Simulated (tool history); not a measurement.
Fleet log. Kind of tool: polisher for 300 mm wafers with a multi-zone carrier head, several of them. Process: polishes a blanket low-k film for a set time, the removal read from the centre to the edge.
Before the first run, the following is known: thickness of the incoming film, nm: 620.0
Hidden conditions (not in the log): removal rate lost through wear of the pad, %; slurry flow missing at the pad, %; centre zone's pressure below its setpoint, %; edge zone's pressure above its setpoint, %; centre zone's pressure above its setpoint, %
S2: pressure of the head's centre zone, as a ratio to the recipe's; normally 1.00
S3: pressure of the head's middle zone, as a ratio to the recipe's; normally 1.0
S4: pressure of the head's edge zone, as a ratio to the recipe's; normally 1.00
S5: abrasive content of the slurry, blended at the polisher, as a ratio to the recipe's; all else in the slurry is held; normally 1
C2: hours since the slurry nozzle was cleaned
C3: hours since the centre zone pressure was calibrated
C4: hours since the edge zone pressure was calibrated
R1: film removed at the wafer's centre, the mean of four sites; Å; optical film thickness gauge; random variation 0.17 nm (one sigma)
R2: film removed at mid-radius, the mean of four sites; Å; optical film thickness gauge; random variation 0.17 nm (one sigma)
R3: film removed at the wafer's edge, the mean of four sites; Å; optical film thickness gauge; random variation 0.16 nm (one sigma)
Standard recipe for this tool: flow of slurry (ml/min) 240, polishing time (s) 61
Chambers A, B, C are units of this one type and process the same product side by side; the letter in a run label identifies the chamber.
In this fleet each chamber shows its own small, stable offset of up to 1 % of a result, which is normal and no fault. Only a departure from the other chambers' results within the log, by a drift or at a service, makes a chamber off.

Run 1B, day 0.304: usual settings; wafers polished on this pad 1001; C2 180.0; C3 111.6; C4 355.8. Result: R1 208.19 Å, R2 205.09 Å, R3 206.03 Å.
At day 0.346: chamber C: worn pad replaced by a new one.
Run 2C, day 0.571: usual settings; wafers polished on this pad 47; C2 23.2; C3 954.5; C4 440.5. Result: R1 206.41 Å, R2 211.41 Å, R3 206.36 Å.
At day 0.971: chamber A: worn pad replaced by a new one.
Run 3A, day 1.004: usual settings; wafers polished on this pad 7; C2 62.9; C3 291.7; C4 571.2. Result: R1 208.43 Å, R2 202.91 Å, R3 207.22 Å.
Run 4A, day 1.433: usual settings; wafers polished on this pad 96; C2 73.2; C3 302.0; C4 581.5. Result: R1 205.62 Å, R2 204.14 Å, R3 205.16 Å.
At day 1.462: chamber B: worn pad replaced by a new one.
Run 5B, day 1.792: usual settings; wafers polished on this pad 69; C2 215.7; C3 147.3; C4 391.5. Result: R1 204.77 Å, R2 206.74 Å, R3 205.03 Å.
Run 6C, day 2.233: usual settings; wafers polished on this pad 392; C2 63.1; C3 994.4; C4 480.4. Result: R1 205.29 Å, R2 207.41 Å, R3 205.11 Å.
Run 7B, day 2.650: usual settings; wafers polished on this pad 247; C2 236.3; C3 167.9; C4 412.1. Result: R1 204.03 Å, R2 204.32 Å, R3 208.59 Å.
Run 8C, day 3.088: usual settings; wafers polished on this pad 569; C2 83.6; C3 1014.9; C4 500.9. Result: R1 204.14 Å, R2 206.66 Å, R3 208.72 Å.
Run 9A, day 3.388: usual settings; wafers polished on this pad 502; C2 120.1; C3 348.9; C4 628.4. Result: R1 207.35 Å, R2 207.83 Å, R3 205.50 Å.
Run 10C, day 3.608: usual settings; wafers polished on this pad 677; C2 96.1; C3 1027.4; C4 513.4. Result: R1 205.14 Å, R2 210.00 Å, R3 208.20 Å.
Run 11A, day 3.900: usual settings; wafers polished on this pad 608; C2 132.4; C3 361.2; C4 640.7. Result: R1 208.26 Å, R2 208.13 Å, R3 203.92 Å.
Run 12B, day 4.183: usual settings; wafers polished on this pad 565; C2 273.1; C3 204.7; C4 448.9. Result: R1 208.55 Å, R2 205.10 Å, R3 205.19 Å.
Run 13C, day 4.504: usual settings but flow of slurry (ml/min) 160, S4 1.08; wafers polished on this pad 863; C2 117.6; C3 1048.9; C4 534.9. Result: R1 191.28 Å, R2 193.28 Å, R3 206.36 Å.
At day 4.812: chamber C: worn pad replaced by a new one.
Run 14B, day 4.912: usual settings but flow of slurry (ml/min) 160, S4 1.08; wafers polished on this pad 716; C2 290.6; C3 222.2; C4 466.4. Result: R1 190.03 Å, R2 194.83 Å, R3 203.76 Å.
Run 15A, day 5.179: usual settings but flow of slurry (ml/min) 160, S4 1.08; wafers polished on this pad 873; C2 163.1; C3 391.9; C4 671.4. Result: R1 191.28 Å, R2 194.21 Å, R3 204.44 Å.
At day 5.221: chamber B: slurry nozzle cleaned.
Run 16B, day 5.629: usual settings but flow of slurry (ml/min) 320, polishing time (s) 51; wafers polished on this pad 865; C2 9.9; C3 239.4; C4 483.6. Result: R1 178.92 Å, R2 174.64 Å, R3 176.76 Å.
At day 5.696: chamber A: worn pad replaced by a new one.
Run 17C, day 6.046: usual settings but flow of slurry (ml/min) 320, polishing time (s) 51; wafers polished on this pad 256; C2 154.6; C3 1085.9; C4 571.9. Result: R1 177.20 Å, R2 180.11 Å, R3 178.25 Å.
At day 6.100: chamber C: edge zone pressure recalibrated.
Run 18A, day 6.467: usual settings but flow of slurry (ml/min) 320, polishing time (s) 51; wafers polished on this pad 160; C2 194.0; C3 422.8; C4 702.3. Result: R1 180.80 Å, R2 175.53 Å, R3 174.20 Å.
At day 6.592: chamber C: centre zone pressure recalibrated.
Run 19C, day 6.908: usual settings but S4 0.94, polishing time (s) 47; wafers polished on this pad 435; C2 175.3; C3 7.7; C4 19.4. Result: R1 160.26 Å, R2 159.98 Å, R3 156.35 Å.
Run 20A, day 7.204: usual settings but S4 0.94, polishing time (s) 47; wafers polished on this pad 313; C2 211.7; C3 440.5; C4 720.0. Result: R1 161.05 Å, R2 158.98 Å, R3 155.41 Å.
Run 21B, day 7.475: usual settings but S4 0.94, polishing time (s) 47; wafers polished on this pad 1248; C2 54.2; C3 283.7; C4 527.9. Result: R1 159.44 Å, R2 156.20 Å, R3 151.55 Å.
At day 7.521: chamber A: centre zone pressure recalibrated.
At day 7.692: chamber B: worn pad replaced by a new one.
Run 22C, day 7.767: usual settings but flow of slurry (ml/min) 300; wafers polished on this pad 613; C2 195.9; C3 28.3; C4 40.0. Result: R1 209.59 Å, R2 212.29 Å, R3 212.53 Å.
Run 23B, day 7.971: usual settings but flow of slurry (ml/min) 300; wafers polished on this pad 58; C2 66.1; C3 295.6; C4 539.8. Result: R1 215.00 Å, R2 212.66 Å, R3 208.48 Å.
Run 24A, day 8.229: usual settings but flow of slurry (ml/min) 300; wafers polished on this pad 526; C2 236.3; C3 17.0; C4 744.6. Result: R1 195.19 Å, R2 211.01 Å, R3 208.98 Å.
Run 25C, day 8.621: usual settings; wafers polished on this pad 790; C2 216.4; C3 48.8; C4 60.5. Result: R1 204.67 Å, R2 205.24 Å, R3 205.55 Å.
Run 26A, day 8.904: usual settings; wafers polished on this pad 666; C2 252.5; C3 33.2; C4 760.8. Result: R1 192.49 Å, R2 205.48 Å, R3 205.16 Å.
Run 27B, day 9.158: usual settings; wafers polished on this pad 304; C2 94.6; C3 324.1; C4 568.3. Result: R1 207.56 Å, R2 207.20 Å, R3 207.24 Å.
At day 9.179: chamber C: slurry nozzle cleaned.
Run 28B, day 9.471: usual settings but flow of slurry (ml/min) 180, S3 0.9; wafers polished on this pad 369; C2 102.1; C3 331.6; C4 575.8. Result: R1 197.09 Å, R2 178.48 Å, R3 200.00 Å.
At day 9.512: chamber C: worn pad replaced by a new one.
At day 9.600: chamber A: worn pad replaced by a new one.
At day 9.662: chamber A: slurry nozzle cleaned.
Run 29C, day 9.725: usual settings but flow of slurry (ml/min) 180, S3 0.9; wafers polished on this pad 44; C2 13.2; C3 75.3; C4 87.0. Result: R1 197.69 Å, R2 181.85 Å, R3 202.69 Å.
Run 30A, day 10.175: usual settings but flow of slurry (ml/min) 180, S3 0.9; wafers polished on this pad 119; C2 12.4; C3 63.7; C4 791.3. Result: R1 185.77 Å, R2 180.09 Å, R3 201.78 Å.
Run 31C, day 10.542: usual settings but S2 1.05, polishing time (s) 48; wafers polished on this pad 213; C2 32.8; C3 94.9; C4 106.6. Result: R1 171.66 Å, R2 162.94 Å, R3 163.36 Å.
Run 32B, day 10.800: usual settings but S2 1.05, polishing time (s) 48; wafers polished on this pad 645; C2 134.0; C3 363.5; C4 607.7. Result: R1 173.99 Å, R2 163.05 Å, R3 165.59 Å.
Run 33A, day 11.233: usual settings but S2 1.05, polishing time (s) 48; wafers polished on this pad 338; C2 37.8; C3 89.1; C4 816.7. Result: R1 161.17 Å, R2 160.57 Å, R3 162.63 Å.
Run 34A, day 11.521: usual settings but S2 0.93; wafers polished on this pad 398; C2 44.7; C3 96.0; C4 823.6. Result: R1 177.67 Å, R2 206.20 Å, R3 204.25 Å.
Run 35B, day 11.725: usual settings but S2 0.93; wafers polished on this pad 837; C2 156.2; C3 385.7; C4 629.9. Result: R1 191.41 Å, R2 205.68 Å, R3 206.21 Å.
Run 36C, day 11.988: usual settings but S2 0.93; wafers polished on this pad 513; C2 67.5; C3 129.6; C4 141.3. Result: R1 191.74 Å, R2 206.71 Å, R3 207.49 Å.

Is one chamber out of step, is the gauge drifting, or do the chambers differ by no more than their own small offsets? For an off chamber, give its letter and the likeliest cause.

The work done on chamber A during a service left it standing apart from the others.
Cause: centre zone's pressure below its setpoint, % = 5.81.

Chamber A could run next with any of the 4 candidate recipes listed below; each alters the usual settings, and their results appear as question marks. Which one brings its results back in line with what the other chambers deliver on the usual settings?
Maximum distance from the other chambers' mean on the usual settings for a result to count as in line: R1 5.80 Å; R2 5.90 Å; R3 5.60 Å
Run 37A-1, day 12.308: usual settings but flow of slurry (ml/min) 245, S2 1.05, S3 0.99, S4 0.98, polishing time (s) 62. Result: R1 ?, R2 ?, R3 ?.
Run 37A-2, day 12.308: usual settings but flow of slurry (ml/min) 235, S2 0.95, S3 1.01, S4 1.02, polishing time (s) 60. Result: R1 ?, R2 ?, R3 ?.
Run 37A-3, day 12.308: usual settings but S2 0.99. Result: R1 ?, R2 ?, R3 ?.
Run 37A-4, day 12.308: usual settings but S2 1.01. Result: R1 ?, R2 ?, R3 ?.

What the other chambers average on the usual settings: R1 206.63 Å; R2 206.48 Å; R3 206.54 Å
  run      R1      R2      R3
37A-1  207.63  206.99  207.49
37A-2  179.26  203.10  204.21
37A-3  191.15  205.10  205.89
37A-4  195.34  205.07  205.89
The answer is 37A-1, which returns the chamber to within the allowed miss of the others.
